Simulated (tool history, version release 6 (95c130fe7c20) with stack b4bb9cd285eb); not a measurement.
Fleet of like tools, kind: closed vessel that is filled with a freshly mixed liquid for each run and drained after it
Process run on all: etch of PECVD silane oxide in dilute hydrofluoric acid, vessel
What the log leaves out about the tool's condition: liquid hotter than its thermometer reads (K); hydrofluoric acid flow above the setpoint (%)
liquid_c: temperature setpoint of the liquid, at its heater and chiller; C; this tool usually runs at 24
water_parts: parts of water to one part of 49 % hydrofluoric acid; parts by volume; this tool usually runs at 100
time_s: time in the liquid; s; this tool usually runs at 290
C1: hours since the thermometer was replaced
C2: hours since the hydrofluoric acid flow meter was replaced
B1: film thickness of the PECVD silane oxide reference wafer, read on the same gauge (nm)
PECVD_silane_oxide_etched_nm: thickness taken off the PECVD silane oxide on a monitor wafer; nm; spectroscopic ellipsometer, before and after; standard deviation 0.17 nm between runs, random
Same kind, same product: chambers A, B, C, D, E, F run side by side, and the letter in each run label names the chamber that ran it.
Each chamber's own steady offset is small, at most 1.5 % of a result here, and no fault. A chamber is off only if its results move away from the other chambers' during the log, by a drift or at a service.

{"run": "1C", "hour": 5.3, "liquid_c": 24, "water_parts": 100, "time_s": 290, "C1": 370.4, "C2": 18.9, "B1": 79.989, "PECVD_silane_oxide_etched_nm": 42.971}
{"run": "2E", "hour": 10.7, "liquid_c": 24, "water_parts": 100, "time_s": 290, "C1": 822.2, "C2": 489.6, "B1": 79.998, "PECVD_silane_oxide_etched_nm": 43.775}
{"run": "3D", "hour": 17.1, "liquid_c": 24, "water_parts": 100, "time_s": 290, "C1": 405.6, "C2": 1093, "B1": 80.046, "PECVD_silane_oxide_etched_nm": 44.041}
{"run": "4A", "hour": 25.9, "liquid_c": 24, "water_parts": 100, "time_s": 290, "C1": 34.4, "C2": 1928.6, "B1": 79.998, "PECVD_silane_oxide_etched_nm": 43.421}
{"run": "5B", "hour": 34.2, "liquid_c": 24, "water_parts": 100, "time_s": 290, "C1": 2885.7, "C2": 1263, "B1": 79.965, "PECVD_silane_oxide_etched_nm": 43.928}
{"run": "6F", "hour": 40.5, "liquid_c": 24, "water_parts": 100, "time_s": 290, "C1": 369.9, "C2": 2378.1, "B1": 80.047, "PECVD_silane_oxide_etched_nm": 43.867}
{"run": "7A", "hour": 46.4, "liquid_c": 24, "water_parts": 100, "time_s": 290, "C1": 54.9, "C2": 1949.1, "B1": 79.954, "PECVD_silane_oxide_etched_nm": 43.161}
{"run": "8F", "hour": 54.5, "liquid_c": 24, "water_parts": 100, "time_s": 290, "C1": 383.9, "C2": 2392.1, "B1": 79.967, "PECVD_silane_oxide_etched_nm": 43.409}
{"hour": 59.7, "done": "chamber E: hydrofluoric acid flow meter replaced"}
{"run": "9D", "hour": 60.9, "liquid_c": 24, "water_parts": 100, "time_s": 290, "C1": 449.4, "C2": 1136.8, "B1": 79.996, "PECVD_silane_oxide_etched_nm": 44.23}
{"run": "10B", "hour": 70.9, "liquid_c": 24, "water_parts": 100, "time_s": 290, "C1": 2922.4, "C2": 1299.7, "B1": 79.994, "PECVD_silane_oxide_etched_nm": 43.573}
{"run": "11C", "hour": 75.9, "liquid_c": 24, "water_parts": 100, "time_s": 290, "C1": 441, "C2": 89.5, "B1": 80.006, "PECVD_silane_oxide_etched_nm": 43.221}
{"run": "12E", "hour": 85.6, "liquid_c": 24, "water_parts": 100, "time_s": 290, "C1": 897.1, "C2": 26, "B1": 79.981, "PECVD_silane_oxide_etched_nm": 43.539}
{"run": "13A", "hour": 93.8, "liquid_c": 24, "water_parts": 100, "time_s": 290, "C1": 102.3, "C2": 1996.5, "B1": 80.018, "PECVD_silane_oxide_etched_nm": 43.026}
{"run": "14E", "hour": 101.2, "liquid_c": 24, "water_parts": 100, "time_s": 290, "C1": 912.7, "C2": 41.6, "B1": 79.994, "PECVD_silane_oxide_etched_nm": 43.595}
{"run": "15D", "hour": 107.9, "liquid_c": 24, "water_parts": 100, "time_s": 290, "C1": 496.4, "C2": 1183.8, "B1": 79.998, "PECVD_silane_oxide_etched_nm": 44.017}
{"hour": 110.2, "done": "chamber F: hydrofluoric acid flow meter replaced"}
{"run": "16B", "hour": 115.4, "liquid_c": 24, "water_parts": 100, "time_s": 290, "C1": 2966.9, "C2": 1344.2, "B1": 79.975, "PECVD_silane_oxide_etched_nm": 43.434}
{"run": "17F", "hour": 120.6, "liquid_c": 24, "water_parts": 100, "time_s": 290, "C1": 450, "C2": 10.4, "B1": 80.029, "PECVD_silane_oxide_etched_nm": 43.678}
{"run": "18C", "hour": 128.3, "liquid_c": 24, "water_parts": 100, "time_s": 290, "C1": 493.4, "C2": 141.9, "B1": 79.942, "PECVD_silane_oxide_etched_nm": 42.935}
{"run": "19A", "hour": 136.2, "liquid_c": 24, "water_parts": 100, "time_s": 290, "C1": 144.7, "C2": 2038.9, "B1": 79.995, "PECVD_silane_oxide_etched_nm": 43.731}
{"run": "20C", "hour": 143.7, "liquid_c": 24, "water_parts": 100, "time_s": 290, "C1": 508.8, "C2": 157.3, "B1": 80.034, "PECVD_silane_oxide_etched_nm": 43.28}
{"run": "21F", "hour": 153.1, "liquid_c": 24, "water_parts": 80, "time_s": 230, "C1": 482.5, "C2": 42.9, "B1": 80.07, "PECVD_silane_oxide_etched_nm": 44.369}
{"run": "22B", "hour": 158.0, "liquid_c": 24, "water_parts": 80, "time_s": 230, "C1": 3009.5, "C2": 1386.8, "B1": 79.945, "PECVD_silane_oxide_etched_nm": 44.698}
{"run": "23E", "hour": 163.2, "liquid_c": 24, "water_parts": 80, "time_s": 230, "C1": 974.7, "C2": 103.6, "B1": 80.017, "PECVD_silane_oxide_etched_nm": 44.311}
{"run": "24D", "hour": 169.0, "liquid_c": 24, "water_parts": 80, "time_s": 230, "C1": 557.5, "C2": 1244.9, "B1": 80.034, "PECVD_silane_oxide_etched_nm": 45.447}
{"hour": 172.9, "done": "chamber B: thermometer replaced"}
{"run": "25F", "hour": 173.5, "liquid_c": 24, "water_parts": 80, "time_s": 230, "C1": 502.9, "C2": 63.3, "B1": 80.071, "PECVD_silane_oxide_etched_nm": 44.759}
{"run": "26B", "hour": 181.3, "liquid_c": 24, "water_parts": 80, "time_s": 230, "C1": 8.4, "C2": 1410.1, "B1": 79.977, "PECVD_silane_oxide_etched_nm": 44.78}
{"run": "27E", "hour": 187.1, "liquid_c": 24, "water_parts": 100, "time_s": 290, "C1": 998.6, "C2": 127.5, "B1": 80.018, "PECVD_silane_oxide_etched_nm": 43.568}
{"run": "28C", "hour": 191.6, "liquid_c": 24, "water_parts": 100, "time_s": 290, "C1": 556.7, "C2": 205.2, "B1": 79.993, "PECVD_silane_oxide_etched_nm": 43.457}
{"run": "29A", "hour": 197.5, "liquid_c": 24, "water_parts": 100, "time_s": 290, "C1": 206, "C2": 2100.2, "B1": 79.96, "PECVD_silane_oxide_etched_nm": 43.263}
{"run": "30D", "hour": 203.3, "liquid_c": 24, "water_parts": 100, "time_s": 290, "C1": 591.8, "C2": 1279.2, "B1": 80.035, "PECVD_silane_oxide_etched_nm": 45.318}
{"run": "31B", "hour": 208.2, "liquid_c": 24, "water_parts": 100, "time_s": 290, "C1": 35.3, "C2": 1437, "B1": 79.985, "PECVD_silane_oxide_etched_nm": 43.928}
{"run": "32C", "hour": 218.3, "liquid_c": 24, "water_parts": 100, "time_s": 290, "C1": 583.4, "C2": 231.9, "B1": 79.974, "PECVD_silane_oxide_etched_nm": 43.106}
{"run": "33E", "hour": 225.3, "liquid_c": 21.5, "water_parts": 100, "time_s": 290, "C1": 1036.8, "C2": 165.7, "B1": 79.991, "PECVD_silane_oxide_etched_nm": 39.381}
{"run": "34D", "hour": 233.1, "liquid_c": 21.5, "water_parts": 100, "time_s": 290, "C1": 621.6, "C2": 1309, "B1": 80.011, "PECVD_silane_oxide_etched_nm": 40.817}
{"run": "35F", "hour": 239.7, "liquid_c": 21.5, "water_parts": 100, "time_s": 290, "C1": 569.1, "C2": 129.5, "B1": 80.023, "PECVD_silane_oxide_etched_nm": 39.377}
{"run": "36A", "hour": 244.8, "liquid_c": 21.5, "water_parts": 100, "time_s": 290, "C1": 253.3, "C2": 2147.5, "B1": 80.017, "PECVD_silane_oxide_etched_nm": 39.494}
{"run": "37B", "hour": 250.5, "liquid_c": 21.5, "water_parts": 100, "time_s": 290, "C1": 77.6, "C2": 1479.3, "B1": 80.027, "PECVD_silane_oxide_etched_nm": 39.728}
{"run": "38F", "hour": 258.2, "liquid_c": 21.5, "water_parts": 100, "time_s": 290, "C1": 587.6, "C2": 148, "B1": 79.96, "PECVD_silane_oxide_etched_nm": 39.754}
{"hour": 260.3, "done": "chamber A: hydrofluoric acid flow meter replaced"}
{"run": "39D", "hour": 266.7, "liquid_c": 24, "water_parts": 100, "time_s": 430, "C1": 655.2, "C2": 1342.6, "B1": 80.02, "PECVD_silane_oxide_etched_nm": 67.259}
{"run": "40C", "hour": 272.5, "liquid_c": 24, "water_parts": 100, "time_s": 430, "C1": 637.6, "C2": 286.1, "B1": 79.977, "PECVD_silane_oxide_etched_nm": 63.738}
{"run": "41A", "hour": 282.4, "liquid_c": 24, "water_parts": 100, "time_s": 430, "C1": 290.9, "C2": 22.2, "B1": 79.992, "PECVD_silane_oxide_etched_nm": 64.582}

The same settings go to every chamber for the next run, one line per chamber below. Forecast the results for each:
{"run": "42A", "hour": 289.7, "liquid_c": 24, "water_parts": 100, "time_s": 290, "PECVD_silane_oxide_etched_nm": "?"}
{"run": "42B", "hour": 289.7, "liquid_c": 24, "water_parts": 100, "time_s": 290, "PECVD_silane_oxide_etched_nm": "?"}
{"run": "42C", "hour": 289.7, "liquid_c": 24, "water_parts": 100, "time_s": 290, "PECVD_silane_oxide_etched_nm": "?"}
{"run": "42D", "hour": 289.7, "liquid_c": 24, "water_parts": 100, "time_s": 290, "PECVD_silane_oxide_etched_nm": "?"}
{"run": "42E", "hour": 289.7, "liquid_c": 24, "water_parts": 100, "time_s": 290, "PECVD_silane_oxide_etched_nm": "?"}
{"run": "42F", "hour": 289.7, "liquid_c": 24, "water_parts": 100, "time_s": 290, "PECVD_silane_oxide_etched_nm": "?"}

run=42A PECVD_silane_oxide_etched_nm=43.393
run=42B PECVD_silane_oxide_etched_nm=43.812
run=42C PECVD_silane_oxide_etched_nm=43.436
run=42D PECVD_silane_oxide_etched_nm=45.369
run=42E PECVD_silane_oxide_etched_nm=43.642
run=42F PECVD_silane_oxide_etched_nm=43.841

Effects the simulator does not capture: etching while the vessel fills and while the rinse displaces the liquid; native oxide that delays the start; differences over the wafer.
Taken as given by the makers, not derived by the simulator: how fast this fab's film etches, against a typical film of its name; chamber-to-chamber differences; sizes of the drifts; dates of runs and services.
